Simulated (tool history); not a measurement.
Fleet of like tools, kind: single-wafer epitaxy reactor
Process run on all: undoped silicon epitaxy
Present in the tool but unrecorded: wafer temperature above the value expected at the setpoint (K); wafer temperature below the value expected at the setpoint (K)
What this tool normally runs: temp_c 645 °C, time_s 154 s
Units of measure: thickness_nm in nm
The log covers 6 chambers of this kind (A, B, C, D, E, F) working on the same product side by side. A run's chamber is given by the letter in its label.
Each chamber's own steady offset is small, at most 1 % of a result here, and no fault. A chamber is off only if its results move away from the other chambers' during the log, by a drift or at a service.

run,hour,temp_c,time_s,hours since the last pyrometer calibration,"read-back reference wafer on the same gauge, thickness_nm",thickness_nm
1B,11.2,645,154,226.5,23.202,23.301
2C,22.3,645,154,1689.3,23.215,23.194
3E,31.0,645,154,1262.4,23.203,23.187
4A,43.4,645,154,2609.2,23.218,23.465
5D,54.5,645,154,334.7,23.223,23.423
6F,65.7,645,154,799.7,23.213,23.214
7A,78.6,656,130,2644.4,23.228,25.208
8B,86.0,656,130,301.3,23.238,25.066
# hour 87.7: chamber C: pyrometer calibrated
9D,95.7,656,130,375.9,23.228,25.091
10F,107.2,656,130,841.2,23.244,24.865
11E,114.9,656,130,1346.3,23.233,24.891
12C,123.2,656,130,35.5,23.233,24.839
13B,129.6,645,154,344.9,23.247,23.281
14E,142.6,645,154,1374.0,23.245,23.292
15C,152.1,645,154,64.4,23.249,23.210
16A,165.2,645,154,2731.0,23.257,23.529
17D,172.6,645,154,452.8,23.259,23.447
18F,184.7,645,154,918.7,23.265,23.227
19C,195.4,645,154,107.7,23.269,23.227
20D,207.7,645,154,487.9,23.269,23.484
21B,215.6,645,154,430.9,23.267,23.356
22A,228.8,645,154,2794.6,23.279,23.482
23F,238.3,656,154,972.3,23.278,29.582
24E,249.1,656,154,1480.5,23.285,29.511
25B,259.5,656,154,474.8,23.287,29.727
26F,272.6,656,154,1006.6,23.297,29.560
27D,279.6,656,154,559.8,23.290,29.807
28C,291.6,656,154,203.9,23.301,29.520
29E,298.0,645,154,1529.4,23.300,23.302
30A,310.3,645,154,2876.1,23.308,23.538
31E,322.2,645,130,1553.6,23.298,19.747
32A,334.9,645,130,2900.7,23.322,19.903
33B,344.2,645,130,559.5,23.310,19.761
# hour 346.2: chamber A: pyrometer calibrated
34C,350.6,645,130,262.9,23.316,19.676
35F,360.5,645,130,1094.5,23.320,19.657
36D,374.4,645,130,654.6,23.330,19.876
37D,387.8,645,154,668.0,23.323,23.573
38C,394.1,645,154,306.4,23.329,23.307
39F,401.8,645,154,1135.8,23.339,23.340
40A,409.8,650,138,63.6,23.335,23.537

Next, all 6 chambers run the settings below, one line each with question marks for the results. What does each chamber give?
41A,420.4,645,126,,,?
41B,420.4,645,126,,,?
41C,420.4,645,126,,,?
41D,420.4,645,126,,,?
41E,420.4,645,126,,,?
41F,420.4,645,126,,,?

run,thickness_nm
41A,19.236
41B,19.137
41C,19.082
41D,19.251
41E,19.088
41F,19.114
